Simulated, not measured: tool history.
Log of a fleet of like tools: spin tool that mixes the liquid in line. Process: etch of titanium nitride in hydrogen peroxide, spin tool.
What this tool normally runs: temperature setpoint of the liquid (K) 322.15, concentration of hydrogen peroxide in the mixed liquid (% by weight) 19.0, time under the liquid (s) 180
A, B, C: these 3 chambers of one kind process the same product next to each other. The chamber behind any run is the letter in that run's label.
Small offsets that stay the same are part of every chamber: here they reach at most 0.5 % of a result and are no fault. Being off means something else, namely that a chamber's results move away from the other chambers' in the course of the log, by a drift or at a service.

run	day	temperature setpoint of the liquid (K)	concentration of hydrogen peroxide in the mixed liquid (% by weight)	time under the liquid (s)	read-back film thickness of the titanium nitride reference wafer, read on the same gauge (nm)	thickness taken off the titanium nitride on a monitor wafer (angstrom)
1A	0.279	322.15	19.0	180	149.99	41.565
2C	0.554	322.15	19.0	180	149.98	41.090
# day 0.567: chamber C: heated supply line repaired
3B	0.933	322.15	19.0	180	150.00	41.601
4B	1.308	322.15	19.0	180	150.01	41.681
5C	1.604	322.15	19.0	180	149.99	41.011
6A	2.042	322.15	19.0	180	150.01	40.791
7B	2.417	322.15	19.0	180	150.04	41.798
8A	2.800	322.15	19.0	180	150.01	41.603
9C	3.125	322.15	19.0	180	150.03	40.790
10C	3.658	322.15	19.0	180	149.99	40.525
11A	4.042	322.15	19.0	180	149.99	40.979
12B	4.438	322.15	19.0	180	149.98	42.735
13A	4.829	325.65	19.0	180	149.99	52.995
14B	5.158	325.65	19.0	180	150.00	55.691
15C	5.700	325.65	19.0	180	150.03	52.841
16B	6.096	322.15	19.0	180	149.99	43.290
17A	6.475	322.15	19.0	180	149.98	41.063
18C	6.971	322.15	19.0	180	150.01	41.186
19B	7.458	322.15	19.0	180	150.02	44.045
20A	7.858	322.15	19.0	180	149.98	41.217

Next, all 3 chambers run the settings below, one line each with question marks for the results. What does each chamber give?
21A	8.271	322.15	14.5	180		?
21B	8.271	322.15	14.5	180		?
21C	8.271	322.15	14.5	180		?

run	thickness taken off the titanium nitride on a monitor wafer (angstrom)
21A	38.782
21B	41.373
21C	38.831
